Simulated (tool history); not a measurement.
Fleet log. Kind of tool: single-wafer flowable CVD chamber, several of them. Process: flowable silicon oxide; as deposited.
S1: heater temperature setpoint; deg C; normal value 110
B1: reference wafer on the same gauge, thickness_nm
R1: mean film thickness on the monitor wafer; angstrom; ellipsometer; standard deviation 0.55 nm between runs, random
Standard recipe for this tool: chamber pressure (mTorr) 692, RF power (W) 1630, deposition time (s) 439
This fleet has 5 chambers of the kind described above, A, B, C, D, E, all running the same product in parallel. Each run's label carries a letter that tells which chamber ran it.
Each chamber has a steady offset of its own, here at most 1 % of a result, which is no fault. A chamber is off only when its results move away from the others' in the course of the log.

{"run": "1E", "day": 0.133, "S1": 110, "chamber pressure (mTorr)": 692, "RF power (W)": 1630, "deposition time (s)": 439, "B1": 125.0, "R1": 1494.4}
{"run": "2C", "day": 0.367, "S1": 110, "chamber pressure (mTorr)": 692, "RF power (W)": 1630, "deposition time (s)": 439, "B1": 125.1, "R1": 1481.1}
{"run": "3A", "day": 0.579, "S1": 110, "chamber pressure (mTorr)": 692, "RF power (W)": 1630, "deposition time (s)": 439, "B1": 124.99, "R1": 1494.5}
{"run": "4D", "day": 0.817, "S1": 110, "chamber pressure (mTorr)": 692, "RF power (W)": 1630, "deposition time (s)": 439, "B1": 124.98, "R1": 1515.6}
{"run": "5B", "day": 0.938, "S1": 110, "chamber pressure (mTorr)": 692, "RF power (W)": 1630, "deposition time (s)": 439, "B1": 125.1, "R1": 1481.0}
{"run": "6A", "day": 1.092, "S1": 110, "chamber pressure (mTorr)": 692, "RF power (W)": 1630, "deposition time (s)": 439, "B1": 125.0, "R1": 1505.3}
{"run": "7C", "day": 1.317, "S1": 110, "chamber pressure (mTorr)": 692, "RF power (W)": 1630, "deposition time (s)": 439, "B1": 124.97, "R1": 1487.8}
{"run": "8B", "day": 1.483, "S1": 110, "chamber pressure (mTorr)": 692, "RF power (W)": 1630, "deposition time (s)": 439, "B1": 125.08, "R1": 1500.3}
{"run": "9E", "day": 1.679, "S1": 110, "chamber pressure (mTorr)": 692, "RF power (W)": 1630, "deposition time (s)": 439, "B1": 125.03, "R1": 1494.6}
{"run": "10D", "day": 1.808, "S1": 110, "chamber pressure (mTorr)": 692, "RF power (W)": 1630, "deposition time (s)": 439, "B1": 125.04, "R1": 1501.3}
{"run": "11B", "day": 2.05, "S1": 110, "chamber pressure (mTorr)": 692, "RF power (W)": 1630, "deposition time (s)": 439, "B1": 124.99, "R1": 1487.6}
{"run": "12E", "day": 2.183, "S1": 110, "chamber pressure (mTorr)": 692, "RF power (W)": 1630, "deposition time (s)": 439, "B1": 124.86, "R1": 1496.0}
{"run": "13C", "day": 2.3, "S1": 110, "chamber pressure (mTorr)": 692, "RF power (W)": 1630, "deposition time (s)": 439, "B1": 124.99, "R1": 1492.1}
{"run": "14D", "day": 2.5, "S1": 110, "chamber pressure (mTorr)": 692, "RF power (W)": 1630, "deposition time (s)": 439, "B1": 124.99, "R1": 1499.6}
{"run": "15A", "day": 2.633, "S1": 110, "chamber pressure (mTorr)": 540, "RF power (W)": 1820, "deposition time (s)": 439, "B1": 124.94, "R1": 1103.1}
{"run": "16B", "day": 2.758, "S1": 110, "chamber pressure (mTorr)": 540, "RF power (W)": 1820, "deposition time (s)": 439, "B1": 124.95, "R1": 1089.2}
{"run": "17E", "day": 2.95, "S1": 110, "chamber pressure (mTorr)": 540, "RF power (W)": 1820, "deposition time (s)": 439, "B1": 125.02, "R1": 1097.4}
{"run": "18C", "day": 3.121, "S1": 110, "chamber pressure (mTorr)": 540, "RF power (W)": 1820, "deposition time (s)": 439, "B1": 125.07, "R1": 1101.8}
{"run": "19D", "day": 3.238, "S1": 110, "chamber pressure (mTorr)": 540, "RF power (W)": 1820, "deposition time (s)": 439, "B1": 125.06, "R1": 1107.6}
{"run": "20A", "day": 3.425, "S1": 99, "chamber pressure (mTorr)": 692, "RF power (W)": 1630, "deposition time (s)": 439, "B1": 125.04, "R1": 2161.9}
{"run": "21C", "day": 3.638, "S1": 99, "chamber pressure (mTorr)": 692, "RF power (W)": 1630, "deposition time (s)": 439, "B1": 125.04, "R1": 2141.9}
{"run": "22E", "day": 3.817, "S1": 99, "chamber pressure (mTorr)": 692, "RF power (W)": 1630, "deposition time (s)": 439, "B1": 125.03, "R1": 2183.7}
{"run": "23A", "day": 3.954, "S1": 99, "chamber pressure (mTorr)": 692, "RF power (W)": 1630, "deposition time (s)": 439, "B1": 125.04, "R1": 2169.5}
{"run": "24D", "day": 4.104, "S1": 99, "chamber pressure (mTorr)": 692, "RF power (W)": 1630, "deposition time (s)": 439, "B1": 124.99, "R1": 2181.3}
{"run": "25B", "day": 4.242, "S1": 110, "chamber pressure (mTorr)": 692, "RF power (W)": 1630, "deposition time (s)": 439, "B1": 125.0, "R1": 1492.4}
{"run": "26E", "day": 4.4, "S1": 110, "chamber pressure (mTorr)": 692, "RF power (W)": 1630, "deposition time (s)": 439, "B1": 125.05, "R1": 1498.9}
{"run": "27C", "day": 4.567, "S1": 110, "chamber pressure (mTorr)": 692, "RF power (W)": 1630, "deposition time (s)": 504, "B1": 125.08, "R1": 1714.9}
{"run": "28D", "day": 4.779, "S1": 110, "chamber pressure (mTorr)": 692, "RF power (W)": 1630, "deposition time (s)": 504, "B1": 124.94, "R1": 1725.6}
{"run": "29A", "day": 4.988, "S1": 110, "chamber pressure (mTorr)": 692, "RF power (W)": 1630, "deposition time (s)": 504, "B1": 124.8, "R1": 1720.8}
{"run": "30B", "day": 5.196, "S1": 110, "chamber pressure (mTorr)": 692, "RF power (W)": 1630, "deposition time (s)": 504, "B1": 125.05, "R1": 1714.1}
{"run": "31C", "day": 5.354, "S1": 110, "chamber pressure (mTorr)": 692, "RF power (W)": 1630, "deposition time (s)": 504, "B1": 125.05, "R1": 1707.6}
{"run": "32A", "day": 5.496, "S1": 110, "chamber pressure (mTorr)": 692, "RF power (W)": 1630, "deposition time (s)": 439, "B1": 124.95, "R1": 1500.7}

What goes on in this fleet: one chamber off, a drifting gauge, or nothing beyond the chambers' own small offsets? Name the chamber and the cause, if any.

Nothing is wrong: each chamber keeps only its own small, steady offset and the gauge holds still.

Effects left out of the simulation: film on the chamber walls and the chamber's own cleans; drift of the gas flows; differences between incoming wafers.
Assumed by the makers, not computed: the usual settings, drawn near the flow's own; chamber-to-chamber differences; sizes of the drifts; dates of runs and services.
